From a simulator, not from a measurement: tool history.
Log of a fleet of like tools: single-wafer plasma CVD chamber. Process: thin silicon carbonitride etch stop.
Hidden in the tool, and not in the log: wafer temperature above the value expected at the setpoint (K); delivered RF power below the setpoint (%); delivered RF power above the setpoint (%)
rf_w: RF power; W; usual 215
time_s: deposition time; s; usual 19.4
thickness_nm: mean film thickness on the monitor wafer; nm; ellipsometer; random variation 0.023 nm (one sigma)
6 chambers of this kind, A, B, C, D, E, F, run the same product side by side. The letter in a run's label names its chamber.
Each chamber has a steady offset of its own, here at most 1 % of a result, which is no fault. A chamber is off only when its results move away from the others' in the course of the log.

run	day	rf_w	time_s	hours since the last thermocouple change	hours since the last RF generator calibration	read-back reference wafer on the same gauge, thickness_nm	thickness_nm
1A	0.192	215	19.4	1277.3	1288.8	10.896	11.291
2C	0.458	215	19.4	614.6	1575	10.9	11.211
3D	0.65	215	19.4	1738.6	913.2	10.902	11.175
4E	0.862	215	19.4	871.5	1549.2	10.898	11.374
5B	0.992	215	19.4	1139.2	1170.4	10.904	11.3
6F	1.242	215	19.4	1570.1	640	10.904	11.234
7A	1.471	215	19.4	1308	1319.5	10.896	11.314
8C	1.625	215	19.4	642.6	1603	10.902	11.212
9B	1.842	215	19.4	1159.6	1190.8	10.902	11.291
10E	2.075	215	19.4	900.6	1578.3	10.9	11.385
11D	2.338	215	19.4	1779.1	953.7	10.902	11.188
12F	2.521	215	19.4	1600.8	670.7	10.9	11.227
13B	2.725	215	19.4	1180.8	1212	10.895	11.323
14F	2.929	215	19.4	1610.6	680.5	10.907	11.197
15D	3.204	215	20.9	1799.9	974.5	10.903	12.019
16A	3.371	215	20.9	1353.6	1365.1	10.903	12.219
17C	3.546	215	20.9	688.7	1649.1	10.905	12.073
18E	3.683	215	20.9	939.2	1616.9	10.903	12.269
19E	3.838	215	20.9	942.9	1620.6	10.898	12.238
# day 3.983: chamber B: RF generator calibrated
20D	4.112	215	20.9	1821.7	996.3	10.904	12.063
21B	4.358	215	19.4	1220	9.1	10.901	11.325
22F	4.583	215	19.4	1650.3	720.2	10.903	11.212
23A	4.812	215	19.4	1388.2	1399.7	10.902	11.291
24C	5.058	215	19.4	725	1685.4	10.901	11.237
25E	5.296	215	19.4	977.9	1655.6	10.9	11.381
26D	5.462	215	19.4	1854.1	1028.7	10.901	11.177
27F	5.733	215	19.4	1677.9	747.8	10.895	11.311
28C	5.879	215	19.4	744.7	1705.1	10.902	11.239
29B	6.154	215	19.4	1263.1	52.2	10.9	11.304
30A	6.346	215	19.4	1425	1436.5	10.904	11.353
31F	6.479	215	19.4	1695.8	765.7	10.908	11.244
32B	6.633	215	19.4	1274.6	63.7	10.9	11.321
33D	6.879	215	19.4	1888.1	1062.7	10.899	11.23
34E	7.117	215	19.4	1021.6	1699.3	10.901	11.333
35A	7.354	215	17.4	1449.2	1460.7	10.898	10.102
36C	7.558	215	17.4	785	1745.4	10.899	10.092
37A	7.829	215	17.4	1460.6	1472.1	10.903	10.141
38C	7.958	215	17.4	794.6	1755	10.898	10.056
39D	8.2	215	17.4	1919.8	1094.4	10.903	10.071

Is one chamber off against the others, does the gauge drift, or is nothing wrong? If a chamber is off, say which, and what the likeliest cause is.

No chamber stands off beyond its own small offset, and the gauge holds steady.
